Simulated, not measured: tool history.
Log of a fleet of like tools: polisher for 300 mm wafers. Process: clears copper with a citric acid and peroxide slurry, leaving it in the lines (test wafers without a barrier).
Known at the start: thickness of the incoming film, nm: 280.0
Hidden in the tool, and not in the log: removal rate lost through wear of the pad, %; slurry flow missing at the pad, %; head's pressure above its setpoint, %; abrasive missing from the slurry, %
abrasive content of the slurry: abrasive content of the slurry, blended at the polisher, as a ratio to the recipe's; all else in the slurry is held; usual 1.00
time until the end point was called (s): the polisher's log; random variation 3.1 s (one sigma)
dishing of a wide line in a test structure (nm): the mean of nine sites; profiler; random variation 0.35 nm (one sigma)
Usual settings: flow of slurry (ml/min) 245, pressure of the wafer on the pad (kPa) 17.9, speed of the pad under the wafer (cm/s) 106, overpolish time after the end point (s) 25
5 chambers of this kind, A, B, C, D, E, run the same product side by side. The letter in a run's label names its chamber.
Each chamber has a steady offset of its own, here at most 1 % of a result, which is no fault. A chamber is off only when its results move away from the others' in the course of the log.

run   hour  flow of slurry (ml/min)  pressure of the wafer on the pad (kPa)  speed of the pad under the wafer (cm/s)  abrasive content of the slurry  overpolish time after the end point (s)  wafers polished on this pad  hours since the slurry nozzle was cleaned  hours since the head pressure was calibrated  hours since the slurry blender was calibrated  time until the end point was called (s)  dishing of a wide line in a test structure (nm)
 1C    6.0                      245                                    17.9                                      106                            1.00                                       25                          372                                      115.9                                         282.1                                           89.8                                   167.80                                           26.290
      12.9  -- chamber E: worn pad replaced by a new one
 2D   16.4                      245                                    17.9                                      106                            1.00                                       25                          334                                      609.3                                         151.0                                          371.9                                   168.42                                           26.327
      17.1  -- chamber A: slurry blender recalibrated
      19.9  -- chamber E: head pressure recalibrated
 3E   23.8                      245                                    17.9                                      106                            1.00                                       25                           53                                      223.3                                           4.0                                          105.6                                   163.56                                           27.038
      30.7  -- chamber A: slurry nozzle cleaned
 4B   34.0                      245                                    17.9                                      106                            1.00                                       25                          421                                      420.1                                         621.4                                          158.5                                   162.09                                           26.536
      36.0  -- chamber B: head pressure recalibrated
 5A   39.2                      245                                    17.9                                      106                            1.00                                       25                          326                                        8.5                                         426.0                                           22.1                                   173.65                                           26.939
 6E   46.4                      245                                    17.9                                      106                            1.00                                       25                          163                                      245.9                                          26.6                                          128.2                                   165.41                                           27.266
      51.6  -- chamber C: worn pad replaced by a new one
 7D   57.2                      245                                    17.9                                      106                            1.00                                       25                          534                                      650.1                                         191.8                                          412.7                                   167.11                                           26.836
 8B   64.3                      245                                    17.9                                      106                            1.00                                       25                          569                                      450.4                                          28.4                                          188.8                                   161.43                                           26.438
 9C   72.7                      245                                    17.9                                       80                            0.75                                       25                          103                                      182.6                                         348.8                                          156.5                                   233.99                                           20.151
10A   83.2                      245                                    17.9                                       80                            0.75                                       25                          541                                       52.5                                         470.0                                           66.1                                   236.75                                           20.279
      91.5  -- chamber D: slurry blender recalibrated
11A   93.2                      245                                    17.9                                       80                            0.75                                       25                          590                                       62.5                                         480.0                                           76.1                                   231.41                                           20.275
12E  103.1                      245                                    17.9                                       80                            0.75                                       25                          440                                      302.6                                          83.3                                          184.9                                   231.31                                           20.234
13C  112.9                      245                                    17.9                                       80                            0.75                                       25                          299                                      222.8                                         389.0                                          196.7                                   238.54                                           20.626
     119.1  -- chamber B: worn pad replaced by a new one
14B  120.0                      245                                    17.9                                      106                            1.00                                       25                            4                                      506.1                                          84.1                                          244.5                                   170.01                                           26.799
     127.2  -- chamber B: slurry nozzle cleaned
15D  128.6                      245                                    23.4                                      106                            1.00                                       25                          882                                      721.5                                         263.2                                           37.2                                   134.36                                           33.042
16C  138.7                      245                                    23.4                                      106                            1.00                                       25                          425                                      248.6                                         414.8                                          222.5                                   127.92                                           32.187
17E  148.5                      245                                    23.4                                      106                            1.00                                       25                          662                                      348.0                                         128.7                                          230.3                                   128.51                                           33.538
18D  154.1                      245                                    23.4                                      106                            1.00                                       25                         1007                                      747.0                                         288.7                                           62.7                                   132.45                                           31.548
19A  158.9                      245                                    23.4                                      106                            1.00                                       25                          910                                      128.2                                         545.7                                          141.8                                   132.60                                           32.935
20B  164.0                      245                                    17.9                                      106                            1.00                                       13                          219                                       36.8                                         128.1                                          288.5                                   170.04                                           16.114
21E  174.7                      245                                    17.9                                      106                            1.00                                       13                          790                                      374.2                                         154.9                                          256.5                                   160.77                                           15.060
22C  180.5                      245                                    17.9                                      106                            1.00                                       13                          629                                      290.4                                         456.6                                          264.3                                   169.41                                           15.282
     183.7  -- chamber A: slurry blender recalibrated
23A  189.6                      245                                    17.9                                      106                            1.00                                       13                         1060                                      158.9                                         576.4                                            6.0                                   164.97                                           15.525
24B  200.6                      245                                    17.9                                      106                            1.00                                       13                          398                                       73.4                                         164.7                                          325.1                                   163.34                                           15.391
     201.8  -- chamber C: worn pad replaced by a new one
25D  208.8                      245                                    17.9                                      106                            1.00                                       25                         1274                                      801.7                                         343.4                                          117.4                                   180.23                                           25.075
26D  216.8                      245                                    17.9                                      106                            1.00                                       25                         1313                                      809.7                                         351.4                                          125.4                                   183.05                                           25.342
27B  226.6                      245                                    17.9                                      106                            1.00                                       25                          525                                       99.4                                         190.7                                          351.1                                   161.40                                           26.748
28E  231.9                      245                                    17.9                                      106                            0.75                                       25                         1069                                      431.4                                         212.1                                          313.7                                   184.38                                           25.814
29A  237.1                      245                                    17.9                                      106                            0.75                                       25                         1292                                      206.4                                         623.9                                           53.5                                   180.36                                           25.736
     237.9  -- chamber E: worn pad replaced by a new one
30C  243.5                      245                                    17.9                                      106                            0.75                                       25                          203                                      353.4                                         519.6                                          327.3                                   175.77                                           25.515
31B  248.4                      245                                    17.9                                      106                            0.75                                       25                          631                                      121.2                                         212.5                                          372.9                                   175.64                                           25.338
32C  253.4                      245                                    17.9                                      106                            0.75                                       25                          252                                      363.3                                         529.5                                          337.2                                   175.09                                           25.179
     256.9  -- chamber A: worn pad replaced by a new one
33D  260.6                      245                                    17.9                                      106                            1.00                                       25                         1527                                      853.5                                         395.2                                          169.2                                   188.17                                           24.789
34E  267.8                      245                                    17.9                                      106                            1.00                                       25                          146                                      467.3                                         248.0                                          349.6                                   167.57                                           26.512
35A  273.2                      245                                    17.9                                      106                            1.00                                       25                           79                                      242.5                                         660.0                                           89.6                                   169.03                                           26.755
36E  280.8                      245                                    17.9                                      106                            1.00                                       25                          209                                      480.3                                         261.0                                          362.6                                   166.59                                           26.585

What goes on in this fleet: one chamber off, a drifting gauge, or nothing beyond the chambers' own small offsets? Name the chamber and the cause, if any.

Chamber D drifts away from the others.
Cause: removal rate lost through wear of the pad, % = 10.9.
The log may not tell that from: head's pressure below its setpoint, %.

Here are 4 candidates for chamber D's next run, each the usual settings with a change, their results left as question marks. Which one brings its results back in line with what the others give on the usual settings?
In line means no further than this from the other chambers' mean on the usual settings: time until the end point was called (s) 11.00; dishing of a wide line in a test structure (nm) 1.200
37D-1  288.8                      245                                    17.2                                      100                            1.00                                       25                                                                                                                                                                                                             ?                                                ?
37D-2  288.8                      245                                    18.6                                      112                            1.00                                       25                                                                                                                                                                                                             ?                                                ?
37D-3  288.8                      250                                    20.0                                      120                            1.00                                       25                                                                                                                                                                                                             ?                                                ?
37D-4  288.8                      240                                    15.9                                       94                            1.00                                       26                                                                                                                                                                                                             ?                                                ?

The other chambers' mean on the usual settings: time until the end point was called (s) 166.34; dishing of a wide line in a test structure (nm) 26.683
  run  time until the end point was called (s)  dishing of a wide line in a test structure (nm)
37D-1                                   202.97                                           22.676
37D-2                                   168.99                                           26.329
37D-3                                   147.18                                           29.375
37D-4                                   233.84                                           20.788
37D-2 brings the chamber back in line.
